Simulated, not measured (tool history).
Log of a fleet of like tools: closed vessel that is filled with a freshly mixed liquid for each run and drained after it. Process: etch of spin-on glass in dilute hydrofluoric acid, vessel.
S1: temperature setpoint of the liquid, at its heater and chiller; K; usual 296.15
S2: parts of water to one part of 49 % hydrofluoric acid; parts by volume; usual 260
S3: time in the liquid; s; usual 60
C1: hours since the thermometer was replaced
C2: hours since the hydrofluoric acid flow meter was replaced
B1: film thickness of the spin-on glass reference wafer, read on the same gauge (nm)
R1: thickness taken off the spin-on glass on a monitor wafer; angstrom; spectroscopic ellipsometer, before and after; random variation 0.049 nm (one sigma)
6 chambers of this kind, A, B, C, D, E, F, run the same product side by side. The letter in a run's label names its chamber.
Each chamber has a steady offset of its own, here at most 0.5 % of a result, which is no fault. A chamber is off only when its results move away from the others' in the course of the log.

run   hour      S1   S2  S3      C1      C2      B1      R1
 1B    9.5  296.15  260  60   909.0   731.7  110.00  91.809
 2E   19.3  296.15  260  60  1625.4  1085.1  109.98  91.105
 3A   28.4  296.15  260  60  1916.9    41.4  110.01  91.972
 4F   38.5  296.15  260  60   187.9   215.3  110.00  90.944
 5C   51.1  296.15  260  60  1831.7   351.0  109.99  90.018
 6D   64.1  296.15  260  60  1236.8  1342.1  110.01  90.704
 7F   71.5  296.15  260  60   220.9   248.3  109.99  90.742
 8E   81.3  296.15  260  60  1687.4  1147.1  109.98  91.865
 9D   88.7  296.15  260  60  1261.4  1366.7  109.99  90.514
10C   95.3  296.15  260  60  1875.9   395.2  109.99  90.449
11B  102.7  296.15  260  60  1002.2   824.9  109.99  89.523
12A  114.3  296.15  260  45  2002.8   127.3  110.00  68.252
13C  121.6  296.15  260  45  1902.2   421.5  110.02  67.567
14A  130.6  296.15  260  45  2019.1   143.6  110.00  68.466
15D  142.5  296.15  260  45  1315.2  1420.5  109.99  67.845
16B  148.9  296.15  260  45  1048.4   871.1  110.00  67.401
17F  157.1  296.15  260  45   306.5   333.9  110.00  68.064
18E  169.0  296.15  260  60  1775.1  1234.8  110.00  91.676
19D  177.5  296.15  260  60  1350.2  1455.5  109.99  90.353
20A  184.8  296.15  260  60  2073.3   197.8  110.00  91.768
21F  195.9  296.15  260  60   345.3   372.7  109.99  90.871
22E  208.3  296.15  260  60  1814.4  1274.1  109.99  90.983
23C  218.7  296.15  260  60  1999.3   518.6  110.01  90.312
24B  229.7  296.15  260  60  1129.2   951.9  110.00  86.902
25A  242.3  292.65  260  60  2130.8   255.3  109.98  80.441
26C  255.2  292.65  260  60  2035.8   555.1  109.97  80.028
27F  265.0  292.65  260  60   414.4   441.8  110.01  79.446
28E  272.9  292.65  260  60  1879.0  1338.7  110.01  80.062
29B  280.3  292.65  260  60  1179.8  1002.5  110.01  77.098
30D  288.1  292.65  260  60  1460.8  1566.1  110.02  80.133
31A  299.3  296.15  260  60  2187.8   312.3  109.98  91.197
32F  310.6  296.15  260  60   460.0   487.4  110.01  90.228
33C  322.6  296.15  260  60  2103.2   622.5  109.99  90.368
34D  330.7  296.15  195  35  1503.4  1608.7  109.99  75.233
35B  341.7  296.15  195  35  1241.2  1063.9  110.01  71.876
36E  353.0  296.15  195  35  1959.1  1418.8  110.00  76.104
37B  361.4  296.15  195  35  1260.9  1083.6  109.99  71.483
38C  369.3  296.15  195  35  2149.9   669.2  110.00  75.714

What goes on in this fleet: one chamber off, a drifting gauge, or nothing beyond the chambers' own small offsets? Name the chamber and the cause, if any.

Chamber B drifts away from the others.
Cause: hydrofluoric acid flow below the setpoint (%) = 5.01.
The log may not tell that from: liquid colder than its thermometer reads (K).

Here are 4 candidates for chamber B's next run, each the usual settings with a change, their results left as question marks. Which one brings its results back in line with what the others give on the usual settings?
In line means no further than this from the other chambers' mean on the usual settings: R1 1.700 angstrom
39B-1  378.6  294.65  260  60               ?
39B-2  378.6  296.15  285  60               ?
39B-3  378.6  297.65  260  60               ?
39B-4  378.6  299.65  260  60               ?

The other chambers' mean on the usual settings: R1 90.891 angstrom
  run      R1
39B-1  81.092
39B-2  76.090
39B-3  90.264
39B-4  96.707
39B-3 brings the chamber back in line.
